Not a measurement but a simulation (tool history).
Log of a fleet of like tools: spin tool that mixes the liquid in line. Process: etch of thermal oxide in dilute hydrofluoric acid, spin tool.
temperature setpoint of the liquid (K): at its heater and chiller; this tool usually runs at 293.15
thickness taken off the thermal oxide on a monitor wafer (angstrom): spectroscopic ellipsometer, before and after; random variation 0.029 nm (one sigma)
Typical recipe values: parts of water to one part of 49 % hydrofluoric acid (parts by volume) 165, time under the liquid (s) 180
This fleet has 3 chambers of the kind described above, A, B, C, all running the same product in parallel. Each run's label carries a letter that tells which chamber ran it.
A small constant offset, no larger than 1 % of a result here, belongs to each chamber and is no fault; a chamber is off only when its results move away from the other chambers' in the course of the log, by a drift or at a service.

run,day,temperature setpoint of the liquid (K),parts of water to one part of 49 % hydrofluoric acid (parts by volume),time under the liquid (s),"read-back film thickness of the thermal oxide reference wafer, read on the same gauge (nm)",thickness taken off the thermal oxide on a monitor wafer (angstrom)
1B,0.292,293.15,165,180,100.020,40.438
2A,0.554,293.15,165,180,99.985,39.750
3C,0.762,293.15,165,180,100.010,40.049
4C,0.958,293.15,165,180,99.987,40.305
5A,1.212,293.15,165,180,100.010,40.565
6B,1.479,293.15,165,180,99.993,40.243
7A,1.642,293.15,165,180,100.000,39.833
8C,1.862,298.15,235,180,100.030,32.085
9B,2.042,298.15,235,180,100.010,31.639
10A,2.242,298.15,235,180,100.020,31.810
11B,2.379,293.15,165,180,100.000,39.814
12C,2.596,293.15,165,180,99.999,40.853
13A,2.821,293.15,165,180,100.000,40.296
14B,3.008,293.15,115,255,99.997,85.097
15C,3.296,293.15,115,255,99.975,87.397
16B,3.500,293.15,115,255,100.010,83.343
17C,3.675,294.65,195,180,99.987,35.387
18A,3.950,294.65,195,180,99.983,35.383
19A,4.188,294.65,195,180,99.992,34.743
20B,4.362,293.15,165,180,100.020,38.335
21C,4.538,293.15,165,180,99.988,41.220
22C,4.738,293.15,165,180,100.010,40.674
23A,4.929,293.15,165,180,99.992,40.149
24B,5.217,293.15,165,180,100.020,37.833
25C,5.525,293.15,165,180,100.010,40.529
26A,5.771,293.15,165,180,100.000,40.788

Each of the 3 chambers runs these same settings next. Fill in every chamber's results:
27A,5.992,293.15,165,180,,?
27B,5.992,293.15,165,180,,?
27C,5.992,293.15,165,180,,?

run,thickness taken off the thermal oxide on a monitor wafer (angstrom)
27A,40.438
27B,37.578
27C,39.875
